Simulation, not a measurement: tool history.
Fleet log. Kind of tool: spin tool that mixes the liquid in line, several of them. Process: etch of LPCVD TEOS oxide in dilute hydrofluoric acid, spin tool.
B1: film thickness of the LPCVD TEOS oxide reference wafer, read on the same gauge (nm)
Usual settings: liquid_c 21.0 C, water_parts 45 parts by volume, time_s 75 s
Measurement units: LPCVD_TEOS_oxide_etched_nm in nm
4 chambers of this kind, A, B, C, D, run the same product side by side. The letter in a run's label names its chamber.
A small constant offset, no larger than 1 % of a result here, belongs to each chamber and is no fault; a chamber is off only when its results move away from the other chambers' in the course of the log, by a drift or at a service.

Run 1B, hour 7.7: usual settings; B1 109.99. Result: LPCVD_TEOS_oxide_etched_nm 32.823 nm.
Run 2A, hour 16.1: usual settings; B1 110.01. Result: LPCVD_TEOS_oxide_etched_nm 32.782 nm.
Run 3C, hour 23.9: usual settings; B1 110.00. Result: LPCVD_TEOS_oxide_etched_nm 32.856 nm.
At hour 31.5: chamber C: thermometer replaced.
Run 4D, hour 32.0: usual settings; B1 110.02. Result: LPCVD_TEOS_oxide_etched_nm 32.997 nm.
Run 5D, hour 37.5: usual settings; B1 110.00. Result: LPCVD_TEOS_oxide_etched_nm 33.104 nm.
Run 6A, hour 42.2: usual settings; B1 109.97. Result: LPCVD_TEOS_oxide_etched_nm 33.280 nm.
Run 7B, hour 49.7: usual settings; B1 109.98. Result: LPCVD_TEOS_oxide_etched_nm 33.024 nm.
Run 8C, hour 57.1: usual settings; B1 110.01. Result: LPCVD_TEOS_oxide_etched_nm 33.013 nm.
Run 9B, hour 64.8: usual settings; B1 109.98. Result: LPCVD_TEOS_oxide_etched_nm 33.129 nm.
Run 10C, hour 72.0: usual settings; B1 109.98. Result: LPCVD_TEOS_oxide_etched_nm 32.753 nm.
Run 11A, hour 79.9: usual settings; B1 110.00. Result: LPCVD_TEOS_oxide_etched_nm 33.353 nm.
Run 12D, hour 84.0: usual settings; B1 110.00. Result: LPCVD_TEOS_oxide_etched_nm 33.162 nm.
At hour 88.7: chamber A: hydrofluoric acid flow meter replaced.
Run 13B, hour 90.2: usual settings but liquid_c 23.5 C, time_s 35 s; B1 109.99. Result: LPCVD_TEOS_oxide_etched_nm 16.918 nm.
Run 14D, hour 94.3: usual settings but liquid_c 23.5 C, time_s 35 s; B1 109.99. Result: LPCVD_TEOS_oxide_etched_nm 17.384 nm.
Run 15A, hour 99.0: usual settings but liquid_c 23.5 C, time_s 35 s; B1 110.01. Result: LPCVD_TEOS_oxide_etched_nm 16.987 nm.
Run 16C, hour 103.1: usual settings but liquid_c 23.5 C, time_s 35 s; B1 110.02. Result: LPCVD_TEOS_oxide_etched_nm 17.156 nm.
Run 17D, hour 108.1: usual settings but time_s 115 s; B1 110.01. Result: LPCVD_TEOS_oxide_etched_nm 52.392 nm.
Run 18A, hour 114.9: usual settings but time_s 115 s; B1 110.00. Result: LPCVD_TEOS_oxide_etched_nm 50.922 nm.
Run 19B, hour 121.1: usual settings but time_s 115 s; B1 109.99. Result: LPCVD_TEOS_oxide_etched_nm 50.646 nm.
Run 20C, hour 125.1: usual settings but time_s 115 s; B1 110.01. Result: LPCVD_TEOS_oxide_etched_nm 50.339 nm.
Run 21A, hour 131.8: usual settings; B1 110.00. Result: LPCVD_TEOS_oxide_etched_nm 33.485 nm.
Run 22B, hour 139.9: usual settings; B1 110.00. Result: LPCVD_TEOS_oxide_etched_nm 32.980 nm.
Run 23C, hour 144.2: usual settings; B1 110.00. Result: LPCVD_TEOS_oxide_etched_nm 32.937 nm.
Run 24D, hour 148.2: usual settings but water_parts 60 parts by volume, time_s 45 s; B1 110.01. Result: LPCVD_TEOS_oxide_etched_nm 15.434 nm.
Run 25C, hour 152.9: usual settings but water_parts 60 parts by volume, time_s 45 s; B1 110.01. Result: LPCVD_TEOS_oxide_etched_nm 14.279 nm.
Run 26B, hour 157.9: usual settings but water_parts 60 parts by volume, time_s 45 s; B1 110.00. Result: LPCVD_TEOS_oxide_etched_nm 14.320 nm.
Run 27D, hour 163.1: usual settings but water_parts 60 parts by volume, time_s 45 s; B1 109.99. Result: LPCVD_TEOS_oxide_etched_nm 15.116 nm.
Run 28A, hour 167.8: usual settings; B1 110.02. Result: LPCVD_TEOS_oxide_etched_nm 33.533 nm.
Run 29A, hour 173.3: usual settings; B1 110.01. Result: LPCVD_TEOS_oxide_etched_nm 32.905 nm.
Run 30B, hour 181.6: usual settings but time_s 35 s; B1 110.00. Result: LPCVD_TEOS_oxide_etched_nm 15.538 nm.
Run 31C, hour 188.4: usual settings but time_s 35 s; B1 110.00. Result: LPCVD_TEOS_oxide_etched_nm 15.192 nm.
Run 32D, hour 193.8: usual settings but time_s 35 s; B1 110.01. Result: LPCVD_TEOS_oxide_etched_nm 16.484 nm.
Run 33B, hour 199.8: usual settings but time_s 35 s; B1 110.03. Result: LPCVD_TEOS_oxide_etched_nm 15.250 nm.
Run 34D, hour 206.7: usual settings; B1 110.00. Result: LPCVD_TEOS_oxide_etched_nm 35.616 nm.
Run 35C, hour 214.3: usual settings; B1 109.97. Result: LPCVD_TEOS_oxide_etched_nm 33.238 nm.
Run 36A, hour 218.2: usual settings; B1 110.02. Result: LPCVD_TEOS_oxide_etched_nm 33.354 nm.
Run 37C, hour 223.9: usual settings; B1 110.01. Result: LPCVD_TEOS_oxide_etched_nm 32.995 nm.
Run 38A, hour 231.1: usual settings; B1 110.00. Result: LPCVD_TEOS_oxide_etched_nm 33.788 nm.
Run 39D, hour 237.0: usual settings; B1 110.01. Result: LPCVD_TEOS_oxide_etched_nm 36.232 nm.
Run 40B, hour 242.3: usual settings; B1 110.00. Result: LPCVD_TEOS_oxide_etched_nm 32.797 nm.
Run 41D, hour 251.1: usual settings; B1 110.01. Result: LPCVD_TEOS_oxide_etched_nm 36.385 nm.

Has any chamber moved away from the others, gradually or after a service, or does the common gauge drift, or do the chambers differ only by their own small steady offsets? State the chamber and the most likely cause if one applies.

It is chamber D that slowly wanders off from its peers.
Cause: hydrofluoric acid flow above the setpoint (%) = 10.3.
Not necessarily distinguishable in this log from: liquid hotter than its thermometer reads (K).

Here are 4 candidates for chamber D's next run, each the usual settings with a change, their results left as question marks. Which one brings its results back in line with what the others give on the usual settings?
In line here means within this much of the mean the other chambers give on the usual settings: LPCVD_TEOS_oxide_etched_nm 1.100 nm
Run 42D-1, hour 257.5: usual settings but liquid_c 20.5 C, time_s 65 s. Result: LPCVD_TEOS_oxide_etched_nm ?.
Run 42D-2, hour 257.5: usual settings but liquid_c 22.0 C, water_parts 40 parts by volume. Result: LPCVD_TEOS_oxide_etched_nm ?.
Run 42D-3, hour 257.5: usual settings but liquid_c 20.5 C, time_s 70 s. Result: LPCVD_TEOS_oxide_etched_nm ?.
Run 42D-4, hour 257.5: usual settings but liquid_c 23.5 C. Result: LPCVD_TEOS_oxide_etched_nm ?.

The other chambers' mean on the usual settings: LPCVD_TEOS_oxide_etched_nm 32.959 nm
  run  LPCVD_TEOS_oxide_etched_nm
42D-1                      31.060
42D-2                      43.294
42D-3                      33.449
42D-4                      40.647
With 42D-3, the chamber falls back in line with the rest.
